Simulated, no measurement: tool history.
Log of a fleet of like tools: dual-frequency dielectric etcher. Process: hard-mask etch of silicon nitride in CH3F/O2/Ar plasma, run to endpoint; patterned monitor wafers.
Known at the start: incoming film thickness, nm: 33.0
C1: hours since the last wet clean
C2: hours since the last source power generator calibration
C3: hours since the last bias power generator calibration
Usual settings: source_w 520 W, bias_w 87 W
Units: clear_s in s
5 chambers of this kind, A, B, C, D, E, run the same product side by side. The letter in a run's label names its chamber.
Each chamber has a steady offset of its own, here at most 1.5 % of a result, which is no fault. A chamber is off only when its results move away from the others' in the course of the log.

Run 1A, day 0.204: usual settings; C1 352.0; C2 291.9; C3 859.2. Result: clear_s 40.409 s.
Run 2C, day 0.512: usual settings; C1 310.3; C2 1797.5; C3 1705.6. Result: clear_s 39.971 s.
Run 3D, day 0.675: usual settings; C1 215.8; C2 3003.2; C3 1212.1. Result: clear_s 40.378 s.
Run 4B, day 0.962: usual settings; C1 127.2; C2 3177.3; C3 3089.6. Result: clear_s 40.886 s.
Run 5E, day 1.112: usual settings; C1 381.7; C2 2071.2; C3 2652.8. Result: clear_s 40.892 s.
Run 6E, day 1.350: usual settings; C1 387.4; C2 2076.9; C3 2658.5. Result: clear_s 40.988 s.
Run 7A, day 1.492: usual settings; C1 382.9; C2 322.8; C3 890.1. Result: clear_s 40.104 s.
At day 1.554: chamber A: wet clean of the chamber.
Run 8B, day 1.808: usual settings; C1 147.5; C2 3197.6; C3 3109.9. Result: clear_s 40.734 s.
Run 9C, day 2.008: usual settings; C1 346.2; C2 1833.4; C3 1741.5. Result: clear_s 40.020 s.
Run 10D, day 2.317: usual settings; C1 255.2; C2 3042.6; C3 1251.5. Result: clear_s 40.379 s.
Run 11D, day 2.592: usual settings; C1 261.8; C2 3049.2; C3 1258.1. Result: clear_s 40.095 s.
Run 12B, day 2.900: usual settings; C1 173.7; C2 3223.8; C3 3136.1. Result: clear_s 41.061 s.
At day 2.971: chamber E: wet clean of the chamber.
Run 13C, day 3.212: usual settings; C1 375.1; C2 1862.3; C3 1770.4. Result: clear_s 39.526 s.
Run 14A, day 3.525: usual settings; C1 47.4; C2 371.6; C3 938.9. Result: clear_s 40.332 s.
Run 15E, day 3.679: usual settings; C1 17.1; C2 2132.8; C3 2714.4. Result: clear_s 40.837 s.
Run 16B, day 3.846: usual settings; C1 196.4; C2 3246.5; C3 3158.8. Result: clear_s 40.991 s.
Run 17E, day 4.033: usual settings but source_w 430 W; C1 25.6; C2 2141.3; C3 2722.9. Result: clear_s 43.848 s.
Run 18A, day 4.246: usual settings but source_w 430 W; C1 64.7; C2 388.9; C3 956.2. Result: clear_s 43.085 s.
Run 19C, day 4.412: usual settings but source_w 430 W; C1 403.9; C2 1891.1; C3 1799.2. Result: clear_s 42.361 s.
Run 20D, day 4.650: usual settings but source_w 430 W; C1 311.2; C2 3098.6; C3 1307.5. Result: clear_s 43.514 s.
Run 21B, day 4.821: usual settings but source_w 430 W; C1 219.8; C2 3269.9; C3 3182.2. Result: clear_s 44.085 s.
Run 22D, day 5.000: usual settings; C1 319.6; C2 3107.0; C3 1315.9. Result: clear_s 40.402 s.
Run 23E, day 5.212: usual settings; C1 53.9; C2 2169.6; C3 2751.2. Result: clear_s 41.023 s.
Run 24A, day 5.362: usual settings; C1 91.5; C2 415.7; C3 983.0. Result: clear_s 40.156 s.
Run 25C, day 5.621: usual settings; C1 432.9; C2 1920.1; C3 1828.2. Result: clear_s 38.930 s.
Run 26D, day 5.821: usual settings; C1 339.3; C2 3126.7; C3 1335.6. Result: clear_s 40.527 s.
Run 27C, day 6.000: usual settings; C1 442.0; C2 1929.2; C3 1837.3. Result: clear_s 38.885 s.
Run 28E, day 6.167: usual settings; C1 76.8; C2 2192.5; C3 2774.1. Result: clear_s 40.828 s.
Run 29A, day 6.429: usual settings; C1 117.1; C2 441.3; C3 1008.6. Result: clear_s 40.230 s.
Run 30B, day 6.625: usual settings; C1 263.1; C2 3313.2; C3 3225.5. Result: clear_s 40.976 s.

What goes on in this fleet: one chamber off, a drifting gauge, or nothing beyond the chambers' own small offsets? Name the chamber and the cause, if any.

Chamber C drifts away from the others.
Cause: etch rate over this chamber's usual, % = 2.99.

Here are 4 candidates for chamber C's next run, each the usual settings with a change, their results left as question marks. Which one brings its results back in line with what the others give on the usual settings?
In line means no further than this from the other chambers' mean on the usual settings: clear_s 0.560 s
Run 31C-1, day 6.858: usual settings but source_w 590 W, bias_w 98 W. Result: clear_s ?.
Run 31C-2, day 6.858: usual settings but source_w 410 W. Result: clear_s ?.
Run 31C-3, day 6.858: usual settings but source_w 580 W. Result: clear_s ?.
Run 31C-4, day 6.858: usual settings but source_w 460 W. Result: clear_s ?.

The other chambers' mean on the usual settings: clear_s 40.586 s
  run  clear_s
31C-1   35.603
31C-2   42.588
31C-3   37.345
31C-4   40.775
31C-4 brings the chamber back in line.
